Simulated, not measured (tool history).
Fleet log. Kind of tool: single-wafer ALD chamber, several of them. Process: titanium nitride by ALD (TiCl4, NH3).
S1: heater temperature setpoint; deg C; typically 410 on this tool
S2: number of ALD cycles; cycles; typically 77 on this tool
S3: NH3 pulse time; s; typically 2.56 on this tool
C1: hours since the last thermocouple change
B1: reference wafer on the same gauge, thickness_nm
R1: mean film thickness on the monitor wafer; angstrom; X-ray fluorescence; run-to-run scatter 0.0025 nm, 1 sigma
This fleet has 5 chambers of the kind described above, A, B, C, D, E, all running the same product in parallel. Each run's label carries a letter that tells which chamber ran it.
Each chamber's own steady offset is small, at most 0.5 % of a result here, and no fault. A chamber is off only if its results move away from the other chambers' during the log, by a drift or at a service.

Run 1E, day 0.312: usual settings; C1 668.9; B1 1.8804. Result: R1 17.214 angstrom.
Run 2B, day 0.612: usual settings; C1 729.6; B1 1.8808. Result: R1 17.186 angstrom.
Run 3C, day 0.812: usual settings; C1 639.9; B1 1.8811. Result: R1 17.198 angstrom.
Run 4D, day 0.954: usual settings; C1 2264.6; B1 1.8808. Result: R1 17.115 angstrom.
Run 5A, day 1.088: usual settings; C1 486.9; B1 1.8811. Result: R1 17.102 angstrom.
Run 6B, day 1.354: usual settings but S1 415 deg C, S2 67 cycles; C1 747.4; B1 1.8816. Result: R1 14.986 angstrom.
Run 7D, day 1.592: usual settings but S1 415 deg C, S2 67 cycles; C1 2279.9; B1 1.8825. Result: R1 14.942 angstrom.
Run 8A, day 1.825: usual settings but S1 415 deg C, S2 67 cycles; C1 504.6; B1 1.8828. Result: R1 14.949 angstrom.
Run 9C, day 2.129: usual settings but S1 415 deg C, S2 67 cycles; C1 671.5; B1 1.8824. Result: R1 15.052 angstrom.
Run 10E, day 2.4: usual settings but S1 415 deg C, S2 67 cycles; C1 719; B1 1.8834. Result: R1 15.024 angstrom.
Run 11A, day 2.617: usual settings; C1 523.6; B1 1.8834. Result: R1 17.154 angstrom.
Run 12D, day 2.854: usual settings; C1 2310.2; B1 1.8841. Result: R1 17.185 angstrom.
Run 13B, day 3.012: usual settings; C1 787.2; B1 1.8841. Result: R1 17.212 angstrom.
Run 14E, day 3.15: usual settings; C1 737; B1 1.8838. Result: R1 17.261 angstrom.
Run 15C, day 3.442: usual settings; C1 703; B1 1.8849. Result: R1 17.227 angstrom.
Run 16A, day 3.583: usual settings; C1 546.8; B1 1.8854. Result: R1 17.154 angstrom.
Run 17D, day 3.788: usual settings; C1 2332.6; B1 1.8847. Result: R1 17.13 angstrom.
Run 18E, day 4.079: usual settings; C1 759.3; B1 1.8859. Result: R1 17.222 angstrom.
Run 19C, day 4.275: usual settings; C1 723; B1 1.8853. Result: R1 17.255 angstrom.
Run 20B, day 4.504: usual settings; C1 823; B1 1.8853. Result: R1 17.212 angstrom.
Run 21B, day 4.779: usual settings; C1 829.6; B1 1.886. Result: R1 17.222 angstrom.
Run 22A, day 5.029: usual settings; C1 581.5; B1 1.886. Result: R1 17.218 angstrom.
Run 23C, day 5.175: usual settings; C1 744.6; B1 1.8866. Result: R1 17.283 angstrom.
At day 5.408: chamber D: thermocouple changed; heater temperature recalibrated.
Run 24D, day 5.483: usual settings; C1 1.8; B1 1.8869. Result: R1 17.149 angstrom.
Run 25E, day 5.65: usual settings but S3 1.97 s; C1 797; B1 1.888. Result: R1 17.121 angstrom.
Run 26B, day 5.833: usual settings but S3 1.97 s; C1 854.9; B1 1.888. Result: R1 17.035 angstrom.
Run 27C, day 6.012: usual settings but S3 1.97 s; C1 764.7; B1 1.8876. Result: R1 17.145 angstrom.
Run 28E, day 6.267: usual settings but S3 1.97 s; C1 811.8; B1 1.8881. Result: R1 17.163 angstrom.
Run 29A, day 6.471: usual settings but S3 1.97 s; C1 616.1; B1 1.8882. Result: R1 16.995 angstrom.
Run 30D, day 6.7: usual settings but S2 71 cycles, S3 2.87 s; C1 31; B1 1.888. Result: R1 15.955 angstrom.
Run 31C, day 6.846: usual settings but S2 71 cycles, S3 2.87 s; C1 784.7; B1 1.8884. Result: R1 15.945 angstrom.
Run 32B, day 7.138: usual settings but S2 71 cycles, S3 2.87 s; C1 886.2; B1 1.8885. Result: R1 15.962 angstrom.
Run 33E, day 7.388: usual settings but S2 71 cycles, S3 2.87 s; C1 838.7; B1 1.8893. Result: R1 15.989 angstrom.
Run 34A, day 7.612: usual settings but S2 71 cycles, S3 2.87 s; C1 643.5; B1 1.8897. Result: R1 15.891 angstrom.
Run 35D, day 7.783: usual settings; C1 57; B1 1.8891. Result: R1 17.235 angstrom.
Run 36E, day 7.988: usual settings; C1 853.1; B1 1.8904. Result: R1 17.313 angstrom.
Run 37A, day 8.129: usual settings; C1 655.9; B1 1.8905. Result: R1 17.19 angstrom.
Run 38D, day 8.317: usual settings; C1 69.8; B1 1.8908. Result: R1 17.27 angstrom.
Run 39B, day 8.517: usual settings; C1 919.3; B1 1.8909. Result: R1 17.269 angstrom.

One chamber off, gauge drift, or nothing amiss beyond the chambers' own small offsets? If it is a chamber, which one, and what is the likeliest cause?

No chamber is off; the gauge reading every chamber's wafers drifts, which makes the whole fleet appear to move together.
What lies behind it: gauge reads high (%) = 0.59.
